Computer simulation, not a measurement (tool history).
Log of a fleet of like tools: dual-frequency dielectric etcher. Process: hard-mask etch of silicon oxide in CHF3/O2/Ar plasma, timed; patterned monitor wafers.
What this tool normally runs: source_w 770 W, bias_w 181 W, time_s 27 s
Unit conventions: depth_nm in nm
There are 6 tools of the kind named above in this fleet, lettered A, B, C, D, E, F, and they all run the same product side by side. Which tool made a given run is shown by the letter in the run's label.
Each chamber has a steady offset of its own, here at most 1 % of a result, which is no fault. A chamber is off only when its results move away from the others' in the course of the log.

run   hour  source_w  bias_w  time_s  read-back reference wafer on the same gauge, depth_nm  depth_nm
 1B    3.7       770     181      27                                                 69.107    58.865
 2A    7.7       770     181      27                                                  69.04    59.609
 3E     11       770     181      27                                                 69.081    59.443
 4C   16.3       770     181      27                                                  69.09    58.768
 5F   20.5       770     181      27                                                 69.034    59.298
 6D   23.9       770     181      27                                                 69.043     58.27
 7F   27.5       770     181      27                                                 69.124     59.54
 8D   31.4       770     181      27                                                 69.122    58.693
 9B   35.2       770     181      27                                                 69.164    58.532
10A   38.4       770     181      27                                                 69.033    59.544
11E   42.5       770     181      27                                                 69.083    59.128
12C   48.1       770     181      27                                                 69.101    58.891
13D   52.5       770     181      30                                                 69.154    64.868
14E   57.9       770     181      30                                                 69.086    65.582
      59.7  -- chamber B: wet clean of the chamber
15B   62.1       770     181      30                                                 69.167    64.816
16C   65.7       770     181      30                                                 69.042     65.43
17A   69.5       770     181      30                                                 69.042     65.73
18F   72.4       770     181      30                                                 69.115    65.582
19C   75.6       770     181      27                                                 69.028    58.993
20D     80       770     181      27                                                  69.12    58.767
21E   83.7       770     181      27                                                 69.029    59.416
22A   86.5       770     181      27                                                 69.081    58.942
23F   88.9       770     181      27                                                 69.057    59.726
24B   92.5       770     181      27                                                 69.052    58.416
25A   95.2       770     181      27                                                  69.06    59.328
26B   99.5       770     181      27                                                  69.01    58.634
27C    103       770     181      27                                                 69.078    58.965
28E  106.3       630     181      27                                                 69.184    55.009
29D  108.8       630     181      27                                                 69.116    54.293
30F  113.4       630     181      27                                                 69.075    54.811
31E  115.8       630     181      27                                                  69.06    54.937
32F  120.7       630     181      27                                                 69.134    54.682
33C  125.5       630     181      27                                                 69.179    54.669
34A  130.9       770     181      27                                                 69.084    59.123
35B  134.4       770     181      27                                                 69.042    58.801
36D  137.9       770     181      27                                                 69.051    58.182

One chamber off, gauge drift, or nothing amiss beyond the chambers' own small offsets? If it is a chamber, which one, and what is the likeliest cause?

All chambers stay in line apart from their small fixed offsets, and the gauge does not drift.

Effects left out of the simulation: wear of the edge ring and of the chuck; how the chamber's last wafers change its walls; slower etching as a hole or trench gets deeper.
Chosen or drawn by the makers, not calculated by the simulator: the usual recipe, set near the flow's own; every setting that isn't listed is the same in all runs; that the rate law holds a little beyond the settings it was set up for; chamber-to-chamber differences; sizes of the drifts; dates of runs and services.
